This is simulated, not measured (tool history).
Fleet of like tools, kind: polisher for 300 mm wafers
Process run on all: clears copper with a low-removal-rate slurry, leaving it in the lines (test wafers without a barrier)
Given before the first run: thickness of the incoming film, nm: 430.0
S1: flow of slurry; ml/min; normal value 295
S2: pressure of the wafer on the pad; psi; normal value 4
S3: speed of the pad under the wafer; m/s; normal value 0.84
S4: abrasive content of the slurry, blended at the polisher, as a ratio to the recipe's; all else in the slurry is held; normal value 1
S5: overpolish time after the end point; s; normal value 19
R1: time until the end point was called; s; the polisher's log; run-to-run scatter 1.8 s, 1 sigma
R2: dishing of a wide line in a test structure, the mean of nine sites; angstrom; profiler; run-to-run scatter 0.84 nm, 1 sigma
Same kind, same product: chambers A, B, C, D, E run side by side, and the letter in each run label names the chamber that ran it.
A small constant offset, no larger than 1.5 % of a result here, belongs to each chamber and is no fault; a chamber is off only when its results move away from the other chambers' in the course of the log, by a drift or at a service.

run	hour	S1	S2	S3	S4	S5	R1	R2
1C	15.3	295	4	0.84	1	19	119.72	374.26
2B	28.3	295	4	0.84	1	19	119.74	357.82
# hour 32.0: chamber E: worn pad replaced by a new one
# hour 35.5: chamber B: slurry blender recalibrated
3A	37.1	295	4	0.84	1	19	118.22	364.83
# hour 39.9: chamber B: head pressure recalibrated
# hour 45.4: chamber E: slurry nozzle cleaned
# hour 48.1: chamber B: slurry nozzle cleaned
4D	50.3	295	4	0.84	1	19	116.37	365.65
# hour 54.5: chamber D: worn pad replaced by a new one
5E	65.7	295	4	0.84	1	19	118.77	376.24
# hour 75.9: chamber B: worn pad replaced by a new one
6E	80.7	295	4	0.84	1	19	116.71	365.89
7B	91.0	295	4	0.84	1	19	122.10	342.04
# hour 93.3: chamber C: worn pad replaced by a new one
8A	106.6	220	4	0.84	1	19	128.56	354.28
9D	118.8	220	4	0.84	1	19	121.00	360.41
# hour 125.2: chamber E: worn pad replaced by a new one
# hour 129.4: chamber D: slurry blender recalibrated
10C	134.8	220	4	0.84	1	19	122.37	374.28
# hour 137.6: chamber D: worn pad replaced by a new one
# hour 139.2: chamber E: slurry blender recalibrated
11C	145.2	220	4	0.84	1	19	127.29	354.96
12D	160.3	220	4	0.84	1	19	121.52	351.04
# hour 170.9: chamber B: worn pad replaced by a new one
13B	175.4	295	4	0.84	1	19	118.72	354.92
14E	191.5	295	4	0.84	1	19	119.65	375.88
# hour 199.2: chamber B: slurry blender recalibrated
15A	199.6	295	4	0.84	1	19	127.54	356.21
# hour 208.0: chamber A: head pressure recalibrated
16B	211.7	295	4	0.84	1	19	119.91	361.28
# hour 214.1: chamber C: slurry blender recalibrated
17E	221.0	295	4	0.84	1	19	115.85	371.60
# hour 228.8: chamber E: worn pad replaced by a new one
18A	229.4	295	4	0.96	1	24	112.95	431.07
# hour 231.5: chamber D: worn pad replaced by a new one
19D	242.3	295	4	0.96	1	24	103.96	468.25
20C	257.9	295	4	0.96	1	24	105.74	449.15
# hour 261.3: chamber C: worn pad replaced by a new one
# hour 271.7: chamber E: head pressure recalibrated
21A	272.6	295	4	0.96	1	24	115.59	422.54
# hour 276.1: chamber B: worn pad replaced by a new one
22C	288.7	295	4	0.96	1	24	105.00	470.94
# hour 293.2: chamber E: slurry blender recalibrated
23B	304.4	295	4	0.84	1	19	121.09	355.66
# hour 304.9: chamber D: slurry blender recalibrated
# hour 316.1: chamber D: worn pad replaced by a new one
24D	319.2	295	4	0.84	1	19	119.11	360.71
25E	328.0	295	4	0.84	1	19	117.46	370.20
# hour 333.8: chamber E: worn pad replaced by a new one
26E	341.2	295	4	0.84	1	19	116.82	356.81
27D	349.6	295	4	0.84	1	19	116.23	364.49
# hour 357.1: chamber A: slurry blender recalibrated
28B	364.6	295	4	0.84	1	19	121.30	375.29
29C	374.5	295	4	0.84	1	19	120.59	375.35
# hour 375.0: chamber A: slurry nozzle cleaned
30A	382.3	295	4	0.84	1	19	133.30	334.56
31C	395.6	295	4	0.84	1	19	121.69	363.60

All 5 chambers run these settings next. Forecast each chamber's results:
32A	407.5	295	4	0.84	1	29	?	?
32B	407.5	295	4	0.84	1	29	?	?
32C	407.5	295	4	0.84	1	29	?	?
32D	407.5	295	4	0.84	1	29	?	?
32E	407.5	295	4	0.84	1	29	?	?

run	R1	R2
32A	137.93	430.47
32B	121.66	463.63
32C	116.92	465.66
32D	120.45	474.03
32E	120.57	468.67
